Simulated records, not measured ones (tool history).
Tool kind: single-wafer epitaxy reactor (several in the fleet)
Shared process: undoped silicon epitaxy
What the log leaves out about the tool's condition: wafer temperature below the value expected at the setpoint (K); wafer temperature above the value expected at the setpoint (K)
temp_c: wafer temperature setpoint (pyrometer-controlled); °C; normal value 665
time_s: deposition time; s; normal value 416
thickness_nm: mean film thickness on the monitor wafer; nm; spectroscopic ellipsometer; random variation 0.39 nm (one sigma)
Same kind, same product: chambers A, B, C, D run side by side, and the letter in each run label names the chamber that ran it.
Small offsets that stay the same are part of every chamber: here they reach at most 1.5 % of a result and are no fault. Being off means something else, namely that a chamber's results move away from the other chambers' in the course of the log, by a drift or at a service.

run	day	temp_c	time_s	hours since the last pyrometer calibration	read-back reference wafer on the same gauge, thickness_nm	thickness_nm
1A	0.283	665	416	1770.1	89.496	96.62
2D	0.6	665	416	1780.5	89.583	97.031
3B	0.838	665	416	820.1	89.459	94.974
4C	1.071	665	416	729.1	89.588	96.981
5A	1.454	665	416	1798.2	89.589	96.557
6B	1.746	665	416	841.9	89.679	95.193
7C	2.196	665	416	756.1	89.673	95.975
8D	2.592	665	416	1828.3	89.483	96.451
9C	3.042	675	366	776.4	89.625	104.1
10D	3.479	675	366	1849.6	89.532	104.41
11A	3.812	675	366	1854.8	89.521	103.96
12B	4.05	675	366	897.2	89.612	103.04
13A	4.308	665	416	1866.7	89.621	97.065
# day 4.638: chamber D: pyrometer calibrated
14D	4.738	665	416	2.5	89.558	96.288
15B	5.096	665	416	922.3	89.571	95.564
16C	5.475	676	345	834.8	89.671	100.67
17B	5.808	676	345	939.4	89.572	100.02
18A	6.071	676	345	1909	89.556	101.38
19D	6.412	676	345	42.7	89.604	99.974
20C	6.783	665	416	866.2	89.588	96.84
21D	7.021	655	416	57.3	89.617	77.607
22B	7.312	655	416	975.5	89.613	77.166
23C	7.717	655	416	888.6	89.651	78.401
24A	8	655	416	1955.3	89.635	78.215
# day 8.017: chamber A: pyrometer calibrated
25A	8.221	665	416	5	89.591	96.505

Predict what each chamber gives when all 4 of them run the settings below next.
26A	8.554	665	364			?
26B	8.554	665	364			?
26C	8.554	665	364			?
26D	8.554	665	364			?

run	thickness_nm
26A	84.88
26B	83.479
26C	85.19
26D	84.078
